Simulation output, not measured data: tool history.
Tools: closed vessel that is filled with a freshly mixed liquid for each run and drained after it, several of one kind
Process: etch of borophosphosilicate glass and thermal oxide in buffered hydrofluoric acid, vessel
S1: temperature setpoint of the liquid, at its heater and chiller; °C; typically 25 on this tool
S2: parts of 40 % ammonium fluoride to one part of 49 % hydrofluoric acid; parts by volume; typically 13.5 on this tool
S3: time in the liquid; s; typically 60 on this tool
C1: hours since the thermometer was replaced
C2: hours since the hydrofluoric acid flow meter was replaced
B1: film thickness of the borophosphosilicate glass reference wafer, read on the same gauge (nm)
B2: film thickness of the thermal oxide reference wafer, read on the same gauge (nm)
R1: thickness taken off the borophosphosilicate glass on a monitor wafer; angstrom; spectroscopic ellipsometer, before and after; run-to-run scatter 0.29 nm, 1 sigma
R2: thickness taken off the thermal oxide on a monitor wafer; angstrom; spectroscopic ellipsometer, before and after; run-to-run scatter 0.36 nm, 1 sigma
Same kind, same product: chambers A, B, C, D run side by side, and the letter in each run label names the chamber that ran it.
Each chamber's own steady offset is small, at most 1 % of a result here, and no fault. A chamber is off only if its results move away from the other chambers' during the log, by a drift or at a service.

run,hour,S1,S2,S3,C1,C2,B1,B2,R1,R2
1D,7.9,25,13.5,60,679.6,906.7,70.006,149.99,645.75,538.84
2B,17.4,25,13.5,60,387.7,964.8,70.005,149.97,641.3,534.65
3C,30.4,25,13.5,60,255.7,641.9,70.014,149.99,645.85,545.28
4A,38.6,25,13.5,60,1808.2,263.5,70.013,149.96,652.33,540.22
5D,51.5,25,13.5,60,723.2,950.3,70.025,150.01,646.48,544.65
6C,65,25,13.5,60,290.3,676.5,70.005,150,645.5,537.35
7B,73.8,25,13.5,60,444.1,1021.2,69.98,150,643.28,538.63
8A,82.7,25,13.5,60,1852.3,307.6,70.022,149.99,651.96,540
9A,95.5,25,13.5,60,1865.1,320.4,70.015,149.99,656.78,536.96
10B,108.3,25,13.5,60,478.6,1055.7,70.001,150.01,644.87,544.97
11D,122.9,25,18.5,85,794.6,1021.7,70.031,150,662.9,553.52
12C,135.3,25,18.5,85,360.6,746.8,70.002,150,675.7,565.93
13C,143.5,25,18.5,85,368.8,755,69.989,150.01,680.02,559.27
14B,157.1,25,18.5,85,527.4,1104.5,70.026,150,665.37,561.56
# hour 158.9: chamber D: hydrofluoric acid flow meter replaced
15A,170.5,25,13.5,60,1940.1,395.4,70.009,150,649.59,542.54
16D,180.4,25,13.5,60,852.1,21.5,69.982,150.02,627.61,521.98
17A,192.9,25,13.5,60,1962.5,417.8,69.985,150.03,645.8,535.07
18D,208.2,25,13.5,60,879.9,49.3,70.008,150,618.71,517.55
19B,218.3,23,13.5,95,588.6,1165.7,69.986,149.97,912.7,768.75
20C,233.4,23,13.5,95,458.7,844.9,70.019,149.96,924.21,766.33
21A,241.6,23,13.5,95,2011.2,466.5,69.963,150.01,929.55,769.75
22C,255.8,23,13.5,95,481.1,867.3,70.002,149.99,919.72,768.6
23D,266.8,25,13.5,60,938.5,107.9,69.981,150.01,615.14,513.97
24B,282.7,29.5,13.5,45,653,1230.1,70.029,150.02,613.71,513.8
25B,295.5,29.5,13.5,45,665.8,1242.9,69.975,150,611.26,511.43
26D,305.1,29.5,13.5,45,976.8,146.2,70.021,150.01,582.84,484.25
27A,315.9,29.5,13.5,45,2085.5,540.8,70.003,149.97,615.97,509.67

Read the log: is a single chamber off, either drifting away or since a service, is the gauge that measures every chamber drifting, or is nothing wrong beyond small per-chamber offsets? Name any odd chamber and what most likely caused it.

Chamber D drifts away from the others.
What lies behind it: liquid colder than its thermometer reads (K) = 1.25.

Here are 4 candidates for chamber D's next run, each the usual settings with a change, their results left as question marks. Which one brings its results back in line with what the others give on the usual settings?
In line here means within this much of the mean the other chambers give on the usual settings: R1 10 angstrom; R2 13 angstrom
28D-1,327.4,23.5,12,60,,,,,?,?
28D-2,327.4,32,19.5,55,,,,,?,?
28D-3,327.4,21,10,60,,,,,?,?
28D-4,327.4,27,15.5,60,,,,,?,?

Usual-settings mean across the other chambers: R1 648.09 angstrom; R2 540.09 angstrom
run,R1,R2
28D-1,623.94,520.03
28D-2,561.79,471.22
28D-3,648.86,539.13
28D-4,587.66,491.41
The answer is 28D-3, which returns the chamber to within the allowed miss of the others.

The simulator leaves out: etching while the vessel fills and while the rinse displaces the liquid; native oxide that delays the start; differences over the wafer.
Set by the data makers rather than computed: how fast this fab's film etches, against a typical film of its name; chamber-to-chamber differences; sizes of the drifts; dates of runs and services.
